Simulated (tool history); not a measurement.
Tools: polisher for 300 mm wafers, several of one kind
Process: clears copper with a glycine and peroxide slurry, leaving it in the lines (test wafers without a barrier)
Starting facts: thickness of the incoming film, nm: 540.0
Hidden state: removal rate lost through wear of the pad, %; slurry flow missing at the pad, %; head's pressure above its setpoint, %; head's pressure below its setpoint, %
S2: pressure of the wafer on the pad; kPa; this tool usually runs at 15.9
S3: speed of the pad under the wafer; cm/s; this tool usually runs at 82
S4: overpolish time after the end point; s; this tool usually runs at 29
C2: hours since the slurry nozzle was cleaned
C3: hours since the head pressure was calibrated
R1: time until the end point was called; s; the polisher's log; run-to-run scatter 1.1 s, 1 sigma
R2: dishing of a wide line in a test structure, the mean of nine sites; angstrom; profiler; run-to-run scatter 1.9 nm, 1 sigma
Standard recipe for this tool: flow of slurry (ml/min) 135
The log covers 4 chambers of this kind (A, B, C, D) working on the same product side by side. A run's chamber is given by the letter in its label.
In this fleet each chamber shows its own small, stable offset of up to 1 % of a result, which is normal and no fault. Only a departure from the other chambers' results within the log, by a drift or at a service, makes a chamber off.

At day 0.075: chamber B: worn pad replaced by a new one.
At day 0.204: chamber C: worn pad replaced by a new one.
Run 1D, day 0.450: usual settings; wafers polished on this pad 559; C2 313.7; C3 699.4. Result: R1 119.420 s, R2 755.22 angstrom.
Run 2B, day 0.942: usual settings; wafers polished on this pad 164; C2 184.5; C3 204.5. Result: R1 119.200 s, R2 769.59 angstrom.
Run 3A, day 1.196: usual settings; wafers polished on this pad 360; C2 180.4; C3 32.6. Result: R1 117.730 s, R2 737.73 angstrom.
At day 1.321: chamber D: worn pad replaced by a new one.
Run 4C, day 1.596: usual settings; wafers polished on this pad 263; C2 48.2; C3 342.5. Result: R1 119.910 s, R2 752.12 angstrom.
Run 5C, day 2.162: usual settings; wafers polished on this pad 370; C2 61.8; C3 356.1. Result: R1 119.360 s, R2 751.23 angstrom.
Run 6D, day 2.558: usual settings; wafers polished on this pad 234; C2 364.3; C3 750.0. Result: R1 118.980 s, R2 732.73 angstrom.
Run 7A, day 2.950: usual settings but flow of slurry (ml/min) 150, S4 36 s; wafers polished on this pad 691; C2 222.5; C3 74.7. Result: R1 117.710 s, R2 877.15 angstrom.
At day 3.167: chamber A: worn pad replaced by a new one.
Run 8B, day 3.496: usual settings but flow of slurry (ml/min) 150, S4 36 s; wafers polished on this pad 646; C2 245.8; C3 265.8. Result: R1 118.100 s, R2 872.54 angstrom.
At day 3.546: chamber D: slurry nozzle cleaned.
Run 9C, day 3.992: usual settings but flow of slurry (ml/min) 150, S4 36 s; wafers polished on this pad 716; C2 105.7; C3 400.0. Result: R1 115.970 s, R2 885.27 angstrom.
Run 10A, day 4.467: usual settings but flow of slurry (ml/min) 150, S4 36 s; wafers polished on this pad 246; C2 258.9; C3 111.1. Result: R1 117.160 s, R2 873.19 angstrom.
Run 11B, day 4.738: usual settings; wafers polished on this pad 881; C2 275.6; C3 295.6. Result: R1 120.280 s, R2 773.48 angstrom.
At day 4.846: chamber D: worn pad replaced by a new one.
Run 12D, day 5.167: usual settings; wafers polished on this pad 60; C2 38.9; C3 812.6. Result: R1 120.180 s, R2 788.12 angstrom.
Run 13B, day 5.750: usual settings; wafers polished on this pad 1072; C2 299.9; C3 319.9. Result: R1 118.640 s, R2 798.28 angstrom.
Run 14A, day 6.288: usual settings; wafers polished on this pad 590; C2 302.6; C3 154.8. Result: R1 120.360 s, R2 756.86 angstrom.
Run 15C, day 6.588: usual settings; wafers polished on this pad 1207; C2 168.0; C3 462.3. Result: R1 118.550 s, R2 779.69 angstrom.
At day 6.858: chamber A: worn pad replaced by a new one.
Run 16D, day 7.162: usual settings; wafers polished on this pad 438; C2 86.8; C3 860.5. Result: R1 120.290 s, R2 742.26 angstrom.
Run 17B, day 7.675: usual settings; wafers polished on this pad 1436; C2 346.1; C3 366.1. Result: R1 119.510 s, R2 746.69 angstrom.
At day 7.775: chamber C: worn pad replaced by a new one.
At day 8.000: chamber B: worn pad replaced by a new one.
At day 8.058: chamber B: slurry nozzle cleaned.
At day 8.150: chamber D: worn pad replaced by a new one.
Run 18D, day 8.175: usual settings; wafers polished on this pad 5; C2 111.1; C3 884.8. Result: R1 119.760 s, R2 767.65 angstrom.
Run 19A, day 8.629: usual settings but S2 20.0 kPa; wafers polished on this pad 334; C2 358.8; C3 211.0. Result: R1 99.731 s, R2 874.00 angstrom.
Run 20C, day 9.146: usual settings but S2 20.0 kPa; wafers polished on this pad 259; C2 229.4; C3 523.7. Result: R1 100.290 s, R2 885.47 angstrom.
Run 21C, day 9.725: usual settings but S2 20.0 kPa; wafers polished on this pad 368; C2 243.3; C3 537.6. Result: R1 98.321 s, R2 894.63 angstrom.
At day 9.962: chamber A: worn pad replaced by a new one.
Run 22A, day 10.046: usual settings but S2 20.0 kPa; wafers polished on this pad 16; C2 392.8; C3 245.0. Result: R1 100.800 s, R2 835.44 angstrom.
At day 10.100: chamber C: slurry nozzle cleaned.
Run 23B, day 10.488: usual settings but S3 102 cm/s; wafers polished on this pad 470; C2 58.3; C3 433.6. Result: R1 100.760 s, R2 829.51 angstrom.
Run 24D, day 10.788: usual settings but S3 102 cm/s; wafers polished on this pad 499; C2 173.8; C3 947.5. Result: R1 100.940 s, R2 853.21 angstrom.
Run 25C, day 11.258: usual settings but S3 102 cm/s; wafers polished on this pad 658; C2 27.9; C3 574.4. Result: R1 101.690 s, R2 831.41 angstrom.
At day 11.438: chamber D: worn pad replaced by a new one.
Run 26A, day 11.825: usual settings but S3 102 cm/s; wafers polished on this pad 352; C2 435.5; C3 287.7. Result: R1 101.310 s, R2 871.65 angstrom.
Run 27D, day 12.217: usual settings; wafers polished on this pad 147; C2 208.1; C3 981.8. Result: R1 117.430 s, R2 762.66 angstrom.
Run 28B, day 12.529: usual settings; wafers polished on this pad 856; C2 107.3; C3 482.6. Result: R1 118.890 s, R2 773.44 angstrom.
Run 29C, day 12.908: usual settings but flow of slurry (ml/min) 160, S3 96 cm/s; wafers polished on this pad 970; C2 67.5; C3 614.0. Result: R1 102.270 s, R2 834.60 angstrom.
Run 30B, day 13.379: usual settings but flow of slurry (ml/min) 160, S3 96 cm/s; wafers polished on this pad 1016; C2 127.7; C3 503.0. Result: R1 102.940 s, R2 841.97 angstrom.
Run 31A, day 13.775: usual settings but flow of slurry (ml/min) 160, S3 96 cm/s; wafers polished on this pad 721; C2 482.3; C3 334.5. Result: R1 101.550 s, R2 857.92 angstrom.
At day 13.792: chamber A: worn pad replaced by a new one.
Run 32D, day 14.054: usual settings but flow of slurry (ml/min) 160, S3 96 cm/s; wafers polished on this pad 494; C2 252.2; C3 1025.9. Result: R1 102.950 s, R2 865.51 angstrom.
At day 14.438: chamber A: head pressure recalibrated.
At day 14.521: chamber D: worn pad replaced by a new one.
Run 33C, day 14.558: usual settings; wafers polished on this pad 1282; C2 107.1; C3 653.6. Result: R1 119.130 s, R2 758.96 angstrom.
At day 14.888: chamber C: worn pad replaced by a new one.
Run 34D, day 15.021: usual settings; wafers polished on this pad 95; C2 275.4; C3 1049.1. Result: R1 118.610 s, R2 768.47 angstrom.
Run 35A, day 15.388: usual settings; wafers polished on this pad 302; C2 521.0; C3 22.9. Result: R1 118.990 s, R2 755.36 angstrom.
Run 36B, day 15.692: usual settings; wafers polished on this pad 1453; C2 183.2; C3 558.5. Result: R1 120.010 s, R2 771.81 angstrom.
At day 15.712: chamber B: worn pad replaced by a new one.
Run 37B, day 16.204: usual settings; wafers polished on this pad 93; C2 195.5; C3 570.8. Result: R1 120.150 s, R2 768.44 angstrom.
Run 38C, day 16.533: usual settings; wafers polished on this pad 311; C2 154.5; C3 701.0. Result: R1 121.770 s, R2 768.07 angstrom.
Run 39D, day 16.942: usual settings; wafers polished on this pad 458; C2 321.5; C3 1095.2. Result: R1 120.050 s, R2 767.49 angstrom.
Run 40A, day 17.204: usual settings; wafers polished on this pad 645; C2 564.6; C3 66.5. Result: R1 118.510 s, R2 727.93 angstrom.
Run 41B, day 17.488: usual settings; wafers polished on this pad 335; C2 226.3; C3 601.6. Result: R1 120.940 s, R2 775.57 angstrom.

Is one chamber off against the others, does the gauge drift, or is nothing wrong? If a chamber is off, say which, and what the likeliest cause is.

Nothing is wrong: each chamber keeps only its own small, steady offset and the gauge holds still.

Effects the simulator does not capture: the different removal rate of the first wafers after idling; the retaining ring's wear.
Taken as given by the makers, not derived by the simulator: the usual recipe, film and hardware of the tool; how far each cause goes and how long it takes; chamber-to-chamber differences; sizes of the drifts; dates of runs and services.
